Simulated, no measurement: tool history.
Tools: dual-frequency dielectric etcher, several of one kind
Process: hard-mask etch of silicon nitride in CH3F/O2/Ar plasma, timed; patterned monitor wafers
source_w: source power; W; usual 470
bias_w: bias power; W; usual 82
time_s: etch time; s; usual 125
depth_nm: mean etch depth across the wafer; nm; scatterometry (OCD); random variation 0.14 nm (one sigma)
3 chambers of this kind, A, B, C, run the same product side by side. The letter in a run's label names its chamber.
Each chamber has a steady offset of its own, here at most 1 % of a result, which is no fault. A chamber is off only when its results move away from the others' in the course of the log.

run,hour,source_w,bias_w,time_s,hours since the last wet clean,hours since the last source power generator calibration,hours since the last bias power generator calibration,"read-back reference wafer on the same gauge, depth_nm",depth_nm
1A,8.3,470,82,125,17.8,2477.8,1714.8,79.710,96.512
2B,18.2,470,82,125,208.2,631.2,3701.5,79.769,97.697
3C,23.2,470,82,125,194.9,286.4,2056.2,79.765,97.189
4B,28.6,470,82,125,218.6,641.6,3711.9,79.784,97.934
5A,35.2,470,82,125,44.7,2504.7,1741.7,79.799,96.622
6C,45.2,470,82,125,216.9,308.4,2078.2,79.809,97.272
7A,55.5,470,82,125,65.0,2525.0,1762.0,79.845,96.818
8B,64.2,470,82,125,254.2,677.2,3747.5,79.876,97.717
9C,70.2,470,88,125,241.9,333.4,2103.2,79.851,99.667
10B,79.9,470,88,125,269.9,692.9,3763.2,79.922,100.470
11C,85.0,470,88,125,256.7,348.2,2118.0,79.897,99.807
12A,90.5,470,82,125,100.0,2560.0,1797.0,79.906,96.738
13C,96.4,470,82,125,268.1,359.6,2129.4,79.964,97.453
14B,105.2,470,82,125,295.2,718.2,3788.5,79.944,98.033
15A,114.0,470,82,125,123.5,2583.5,1820.5,79.987,96.867
16C,120.8,470,82,125,292.5,384.0,2153.8,79.983,97.674
17A,131.9,470,82,125,141.4,2601.4,1838.4,80.055,96.792
18B,137.3,470,82,125,327.3,750.3,3820.6,80.091,98.209
19B,145.3,470,82,125,335.3,758.3,3828.6,80.049,98.025
20A,154.9,470,82,125,164.4,2624.4,1861.4,80.100,97.115
21C,161.8,470,82,125,333.5,425.0,2194.8,80.132,97.519
22C,171.6,470,82,125,343.3,434.8,2204.6,80.168,97.730
23A,180.0,470,82,125,189.5,2649.5,1886.5,80.161,97.127

Is one chamber off against the others, does the gauge drift, or is nothing wrong? If a chamber is off, say which, and what the likeliest cause is.

The gauge drifts, so all chambers seem to drift together. No chamber is off.
Cause: gauge reads high (%) = 0.604.

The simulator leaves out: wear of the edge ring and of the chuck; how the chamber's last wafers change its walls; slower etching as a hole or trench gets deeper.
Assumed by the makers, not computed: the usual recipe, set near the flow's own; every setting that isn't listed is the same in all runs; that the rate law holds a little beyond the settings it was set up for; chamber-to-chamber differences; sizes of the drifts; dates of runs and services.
